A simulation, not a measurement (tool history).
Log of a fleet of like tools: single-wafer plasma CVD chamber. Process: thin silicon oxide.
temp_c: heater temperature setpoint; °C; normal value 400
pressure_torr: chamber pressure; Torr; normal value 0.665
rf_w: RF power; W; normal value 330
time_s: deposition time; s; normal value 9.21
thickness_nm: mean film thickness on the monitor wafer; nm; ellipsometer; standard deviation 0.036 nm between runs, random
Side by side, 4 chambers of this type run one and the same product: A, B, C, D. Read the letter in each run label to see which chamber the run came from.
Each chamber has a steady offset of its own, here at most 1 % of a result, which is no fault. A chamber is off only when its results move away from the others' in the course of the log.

run   hour  temp_c  pressure_torr  rf_w  time_s  read-back reference wafer on the same gauge, thickness_nm  thickness_nm
 1D    8.4     400          0.665   330    9.21                                                     16.504        14.774
 2C   19.6     400          0.665   330    9.21                                                     16.507        14.706
 3B   28.4     400          0.665   330    9.21                                                     16.494        14.544
 4A   37.5     400          0.665   330    9.21                                                     16.492        14.731
 5C   49.8     400          0.665   330    9.21                                                     16.491        14.721
 6D   57.7     400          0.513   330    8.58                                                     16.510        10.184
      62.3  -- chamber C: capacitance manometer re-zeroed and calibrated
 7A   63.7     400          0.513   330    8.58                                                     16.491        10.310
 8B   74.8     400          0.513   330    8.58                                                     16.505        10.079
 9A   86.5     400          0.513   330    8.58                                                     16.494        10.342
10B   93.9     400          0.821   330    7.88                                                     16.504        15.348
11C  101.2     400          0.821   330    7.88                                                     16.495        15.528
12D  110.4     400          0.821   330    7.88                                                     16.502        15.609
13C  116.5     400          0.821   330    7.88                                                     16.511        15.459
14B  128.9     400          0.665   330    8.48                                                     16.506        13.401
15A  135.3     400          0.665   330    8.48                                                     16.496        13.729
16D  140.7     400          0.665   330    8.48                                                     16.492        13.504
17A  153.0     400          0.665   330    8.48                                                     16.498        13.802
18B  162.2     400          0.665   330   10.86                                                     16.498        17.169
19D  171.4     400          0.665   330   10.86                                                     16.508        17.324
20C  180.8     400          0.665   330   10.86                                                     16.498        17.261
     190.2  -- chamber C: RF generator calibrated
21B  191.4     400          0.665   330   10.86                                                     16.509        17.089
22C  201.4     400          0.665   330    9.21                                                     16.505        14.648
23A  212.9     400          0.665   330    9.21                                                     16.497        15.050
24D  219.4     386          0.665   330    8.44                                                     16.495        13.616
25D  228.2     386          0.665   330    8.44                                                     16.498        13.657
26A  238.2     386          0.665   330    8.44                                                     16.503        13.974
27C  250.8     386          0.665   330    8.44                                                     16.496        13.525

For the next run the whole fleet of 4 chambers uses the same settings. Give each chamber's results:
28A  259.9     400          0.665   330    9.21                                                                        ?
28B  259.9     400          0.665   330    9.21                                                                        ?
28C  259.9     400          0.665   330    9.21                                                                        ?
28D  259.9     400          0.665   330    9.21                                                                        ?

run  thickness_nm
28A        15.175
28B        14.519
28C        14.695
28D        14.719

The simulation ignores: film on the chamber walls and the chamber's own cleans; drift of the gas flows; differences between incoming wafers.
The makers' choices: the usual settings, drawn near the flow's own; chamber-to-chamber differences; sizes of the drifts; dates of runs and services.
